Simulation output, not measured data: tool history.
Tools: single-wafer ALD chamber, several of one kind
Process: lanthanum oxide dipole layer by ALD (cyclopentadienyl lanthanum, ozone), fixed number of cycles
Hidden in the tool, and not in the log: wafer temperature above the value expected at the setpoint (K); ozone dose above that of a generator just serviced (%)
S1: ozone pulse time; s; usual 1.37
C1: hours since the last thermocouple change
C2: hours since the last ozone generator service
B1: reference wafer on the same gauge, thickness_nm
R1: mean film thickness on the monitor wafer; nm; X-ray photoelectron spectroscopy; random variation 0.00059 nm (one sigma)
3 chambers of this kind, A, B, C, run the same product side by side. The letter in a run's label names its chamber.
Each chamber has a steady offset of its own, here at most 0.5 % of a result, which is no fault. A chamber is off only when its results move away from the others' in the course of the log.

run,hour,S1,C1,C2,B1,R1
# hour 1.7: chamber A: ozone generator serviced
1A,4.6,1.37,1136.4,2.9,0.53788,0.54145
2B,7.6,1.37,615.5,378.0,0.53783,0.53866
3C,11.6,1.37,1479.1,687.7,0.53786,0.54205
4A,17.3,1.37,1149.1,15.6,0.53772,0.54129
5C,21.9,1.37,1489.4,698.0,0.53768,0.54185
6B,27.0,1.37,634.9,397.4,0.53774,0.53883
7C,32.9,1.37,1500.4,709.0,0.53755,0.54100
8B,39.4,1.37,647.3,409.8,0.53754,0.53822
9A,45.5,1.37,1177.3,43.8,0.53740,0.54053
10C,51.0,1.37,1518.5,727.1,0.53739,0.54156
11B,55.6,1.37,663.5,426.0,0.53723,0.53757
12A,59.6,1.37,1191.4,57.9,0.53725,0.54054
13B,63.6,1.37,671.5,434.0,0.53732,0.53837
14C,68.9,1.89,1536.4,745.0,0.53713,0.56648
15A,72.5,1.89,1204.3,70.8,0.53683,0.56357
16C,78.6,1.89,1546.1,754.7,0.53709,0.56621
17B,85.0,1.37,692.9,455.4,0.53693,0.53707
18A,88.9,1.37,1220.7,87.2,0.53694,0.53918
19C,91.8,1.37,1559.3,767.9,0.53686,0.54142
20B,95.6,1.37,703.5,466.0,0.53679,0.53692
21A,101.9,1.37,1233.7,100.2,0.53673,0.53989
22A,107.7,1.37,1239.5,106.0,0.53659,0.54035
23C,112.3,1.37,1579.8,788.4,0.53648,0.54058
24B,118.3,1.37,726.2,488.7,0.53655,0.53651
25B,121.9,1.37,729.8,492.3,0.53624,0.53804
26C,125.0,1.37,1592.5,801.1,0.53645,0.54080
27A,131.0,1.37,1262.8,129.3,0.53636,0.53954
28C,137.1,1.37,1604.6,813.2,0.53614,0.54044
29A,143.1,1.37,1274.9,141.4,0.53612,0.53927
30B,148.8,1.37,756.7,519.2,0.53602,0.53626
31C,152.6,0.95,1620.1,828.7,0.53607,0.49134
# hour 153.8: chamber C: thermocouple changed; heater temperature recalibrated
32A,157.9,0.95,1289.7,156.2,0.53608,0.49066
33B,163.0,0.95,770.9,533.4,0.53598,0.48719
34C,166.2,1.37,12.4,842.3,0.53584,0.54111
35A,171.0,1.86,1302.8,169.3,0.53580,0.56228
36B,175.8,1.86,783.7,546.2,0.53585,0.55889
37A,179.4,1.86,1311.2,177.7,0.53571,0.56171
38C,182.9,1.37,29.1,859.0,0.53560,0.54057
39B,186.6,1.37,794.5,557.0,0.53560,0.53590

Next, every chamber runs the same settings. What will each give?
40A,191.5,1.70,,,,?
40B,191.5,1.70,,,,?
40C,191.5,1.70,,,,?

run,R1
40A,0.55573
40B,0.55367
40C,0.55882
